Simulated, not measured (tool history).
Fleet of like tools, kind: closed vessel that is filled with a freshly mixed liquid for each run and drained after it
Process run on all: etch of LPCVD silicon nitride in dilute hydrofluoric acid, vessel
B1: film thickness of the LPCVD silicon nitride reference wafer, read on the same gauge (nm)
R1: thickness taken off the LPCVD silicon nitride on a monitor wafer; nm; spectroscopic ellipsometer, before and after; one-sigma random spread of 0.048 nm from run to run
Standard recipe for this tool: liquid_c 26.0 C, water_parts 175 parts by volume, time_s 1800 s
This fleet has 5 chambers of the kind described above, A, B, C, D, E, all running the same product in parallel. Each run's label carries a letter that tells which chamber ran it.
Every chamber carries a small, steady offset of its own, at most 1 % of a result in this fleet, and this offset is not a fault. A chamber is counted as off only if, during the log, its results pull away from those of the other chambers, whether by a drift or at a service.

Run 1B, day 0.196: usual settings; B1 150.01. Result: R1 5.9740 nm.
Run 2D, day 0.379: usual settings; B1 150.00. Result: R1 5.9206 nm.
Run 3E, day 0.671: usual settings; B1 150.00. Result: R1 6.0002 nm.
Run 4A, day 0.962: usual settings; B1 150.00. Result: R1 5.9269 nm.
Run 5C, day 1.133: usual settings; B1 149.99. Result: R1 5.9730 nm.
Run 6D, day 1.350: usual settings; B1 150.00. Result: R1 5.9235 nm.
Run 7E, day 1.629: usual settings; B1 150.01. Result: R1 5.9781 nm.
At day 1.688: chamber A: hydrofluoric acid flow meter replaced.
Run 8C, day 1.767: usual settings; B1 150.00. Result: R1 5.8845 nm.
Run 9B, day 1.908: usual settings; B1 150.01. Result: R1 5.8269 nm.
Run 10A, day 2.204: usual settings; B1 150.01. Result: R1 5.9207 nm.
Run 11E, day 2.475: usual settings; B1 150.01. Result: R1 5.9882 nm.
Run 12D, day 2.771: usual settings; B1 149.99. Result: R1 5.9043 nm.
Run 13A, day 2.912: usual settings but liquid_c 21.5 C; B1 150.03. Result: R1 4.3556 nm.
Run 14C, day 3.088: usual settings but liquid_c 21.5 C; B1 150.00. Result: R1 4.4334 nm.
Run 15B, day 3.221: usual settings but liquid_c 21.5 C; B1 150.00. Result: R1 4.4754 nm.
Run 16E, day 3.412: usual settings but liquid_c 21.5 C; B1 150.02. Result: R1 4.5151 nm.
Run 17A, day 3.658: usual settings but liquid_c 21.5 C; B1 149.98. Result: R1 4.4631 nm.
Run 18B, day 3.950: usual settings; B1 150.03. Result: R1 5.9688 nm.
Run 19C, day 4.242: usual settings but liquid_c 23.0 C, water_parts 205 parts by volume; B1 149.99. Result: R1 4.0960 nm.
Run 20D, day 4.492: usual settings but liquid_c 23.0 C, water_parts 205 parts by volume; B1 150.02. Result: R1 4.1312 nm.
Run 21B, day 4.671: usual settings but liquid_c 23.0 C, water_parts 205 parts by volume; B1 150.03. Result: R1 4.2261 nm.
Run 22E, day 4.896: usual settings but liquid_c 23.0 C, water_parts 205 parts by volume; B1 149.99. Result: R1 4.1837 nm.
Run 23D, day 5.171: usual settings but liquid_c 23.0 C, water_parts 205 parts by volume; B1 150.00. Result: R1 4.1133 nm.
Run 24C, day 5.300: usual settings but liquid_c 23.5 C, time_s 985 s; B1 150.00. Result: R1 2.7607 nm.
Run 25A, day 5.492: usual settings but liquid_c 23.5 C, time_s 985 s; B1 150.01. Result: R1 2.7873 nm.
Run 26B, day 5.712: usual settings but liquid_c 23.5 C, time_s 985 s; B1 149.97. Result: R1 2.7790 nm.
Run 27E, day 5.962: usual settings but liquid_c 23.5 C, time_s 985 s; B1 150.00. Result: R1 2.7953 nm.
Run 28C, day 6.188: usual settings but liquid_c 23.5 C, time_s 985 s; B1 149.99. Result: R1 2.7492 nm.
Run 29A, day 6.429: usual settings; B1 150.03. Result: R1 5.9250 nm.
Run 30D, day 6.642: usual settings; B1 150.00. Result: R1 5.9162 nm.
Run 31A, day 6.808: usual settings; B1 150.01. Result: R1 5.9924 nm.
Run 32C, day 7.083: usual settings; B1 150.00. Result: R1 5.9366 nm.
Run 33E, day 7.229: usual settings; B1 150.00. Result: R1 5.9073 nm.
Run 34D, day 7.454: usual settings; B1 149.99. Result: R1 5.8807 nm.
Run 35B, day 7.729: usual settings; B1 149.99. Result: R1 5.9604 nm.
Run 36D, day 7.912: usual settings; B1 150.02. Result: R1 5.9153 nm.
Run 37B, day 8.133: usual settings; B1 150.00. Result: R1 5.8860 nm.
Run 38A, day 8.354: usual settings; B1 150.01. Result: R1 6.0673 nm.

Predict what each chamber gives when all 5 of them run the settings below next.
Run 39A, day 8.567: usual settings. Result: R1 ?.
Run 39B, day 8.567: usual settings. Result: R1 ?.
Run 39C, day 8.567: usual settings. Result: R1 ?.
Run 39D, day 8.567: usual settings. Result: R1 ?.
Run 39E, day 8.567: usual settings. Result: R1 ?.

run      R1
39A  6.0032
39B  5.9284
39C  5.8884
39D  5.8746
39E  5.9281
